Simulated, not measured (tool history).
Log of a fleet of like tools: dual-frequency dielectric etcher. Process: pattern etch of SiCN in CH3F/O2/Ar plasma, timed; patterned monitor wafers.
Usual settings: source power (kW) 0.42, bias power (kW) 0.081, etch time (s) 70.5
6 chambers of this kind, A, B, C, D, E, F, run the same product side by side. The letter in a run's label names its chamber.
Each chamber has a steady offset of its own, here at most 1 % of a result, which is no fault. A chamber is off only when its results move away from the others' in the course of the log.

run	hour	source power (kW)	bias power (kW)	etch time (s)	hours since the last wet clean	hours since the last source power generator calibration	hours since the last bias power generator calibration	read-back reference wafer on the same gauge, depth_nm	mean etch depth across the wafer (nm)
1A	12.5	0.42	0.081	70.5	160.4	778.4	424.4	23.791	28.194
2D	18.9	0.42	0.081	70.5	401.6	1869.6	1258.2	23.794	28.029
# hour 24.9: chamber D: source power generator calibrated
3F	33.1	0.42	0.081	70.5	440.4	1797.5	1660.6	23.792	28.008
4E	45.7	0.42	0.081	70.5	460.3	1654.5	2020	23.793	27.964
# hour 46.7: chamber F: wet clean of the chamber
5B	59.6	0.42	0.081	70.5	239.9	2867.5	3504.6	23.773	27.917
6C	69	0.42	0.081	70.5	284.3	3904.2	277.2	23.78	28.26
7A	78.1	0.42	0.081	70.5	226	844	490	23.765	28.023
8D	86.8	0.42	0.097	58.5	469.5	61.9	1326.1	23.772	24.794
9B	94.3	0.42	0.097	58.5	274.6	2902.2	3539.3	23.772	24.774
10F	102.3	0.42	0.097	58.5	55.7	1866.7	1729.8	23.75	24.751
11E	109.1	0.42	0.097	58.5	523.7	1717.9	2083.4	23.757	24.874
12C	120.1	0.42	0.097	58.5	335.4	3955.3	328.3	23.748	25.016
13A	128.6	0.42	0.097	58.5	276.5	894.5	540.5	23.76	24.819
14F	140	0.42	0.081	70.5	93.4	1904.4	1767.5	23.739	27.927
15E	152.9	0.42	0.081	70.5	567.5	1761.7	2127.2	23.74	28.005
16C	164.5	0.42	0.081	70.5	379.8	3999.7	372.7	23.737	28.059
17B	176.9	0.42	0.081	70.5	357.2	2984.8	3621.9	23.733	27.856
# hour 182.5: chamber D: wet clean of the chamber
18D	189.4	0.42	0.081	70.5	6.9	164.5	1428.7	23.73	27.894
# hour 195.8: chamber C: source power generator calibrated
19D	199.2	0.42	0.097	70.5	16.7	174.3	1438.5	23.726	29.788
20F	206.5	0.42	0.097	70.5	159.9	1970.9	1834	23.726	29.863
# hour 211.8: chamber B: source power generator calibrated
21A	214.6	0.42	0.097	70.5	362.5	980.5	626.5	23.723	29.892
22E	224.7	0.42	0.097	70.5	639.3	1833.5	2199	23.721	29.875
# hour 231.2: chamber E: wet clean of the chamber
23B	234.8	0.42	0.097	70.5	415.1	23.1	3679.8	23.716	29.747
# hour 240.8: chamber B: wet clean of the chamber
24C	243.1	0.42	0.097	70.5	458.4	47.3	451.3	23.696	30.041
25C	249.4	0.42	0.081	70.5	464.7	53.6	457.6	23.697	28.112
26B	261.7	0.52	0.081	70.5	20.9	50	3706.7	23.696	30.176
27F	273.6	0.52	0.081	70.5	227	2038	1901.1	23.696	30.217
28D	286.3	0.52	0.081	70.5	103.8	261.4	1525.6	23.691	30.148
29E	293.9	0.52	0.081	70.5	62.7	1902.7	2268.2	23.705	30.217
30A	303.2	0.52	0.081	70.5	451.1	1069.1	715.1	23.68	30.273
31E	312.9	0.52	0.081	70.5	81.7	1921.7	2287.2	23.692	30.164
32F	321.3	0.42	0.081	70.5	274.7	2085.7	1948.8	23.677	27.883
33A	333.6	0.42	0.081	70.5	481.5	1099.5	745.5	23.684	27.898
34B	345.8	0.42	0.073	70.5	105	134.1	3790.8	23.67	26.784
35C	355.5	0.42	0.073	70.5	570.8	159.7	563.7	23.668	26.896
36D	367.1	0.42	0.073	70.5	184.6	342.2	1606.4	23.661	26.833
37E	377.8	0.42	0.073	70.5	146.6	1986.6	2352.1	23.662	26.783
38B	390.3	0.42	0.073	70.5	149.5	178.6	3835.3	23.66	26.673
39A	403.7	0.42	0.073	70.5	551.6	1169.6	815.6	23.647	26.955
40C	411.8	0.42	0.081	70.5	627.1	216	620	23.646	28.077
41D	421.5	0.5	0.081	76.5	239	396.6	1660.8	23.638	32.176
# hour 426.5: chamber F: wet clean of the chamber
42F	429	0.5	0.081	76.5	2.6	2193.4	2056.5	23.644	32.22
43D	436.3	0.5	0.081	76.5	253.8	411.4	1675.6	23.64	32.242

Next, every chamber runs the same settings. What will each give?
44A	446.6	0.5	0.081	70.5					?
44B	446.6	0.5	0.081	70.5					?
44C	446.6	0.5	0.081	70.5					?
44D	446.6	0.5	0.081	70.5					?
44E	446.6	0.5	0.081	70.5					?
44F	446.6	0.5	0.081	70.5					?

run	mean etch depth across the wafer (nm)
44A	29.794
44B	29.614
44C	30.031
44D	29.66
44E	29.723
44F	29.59
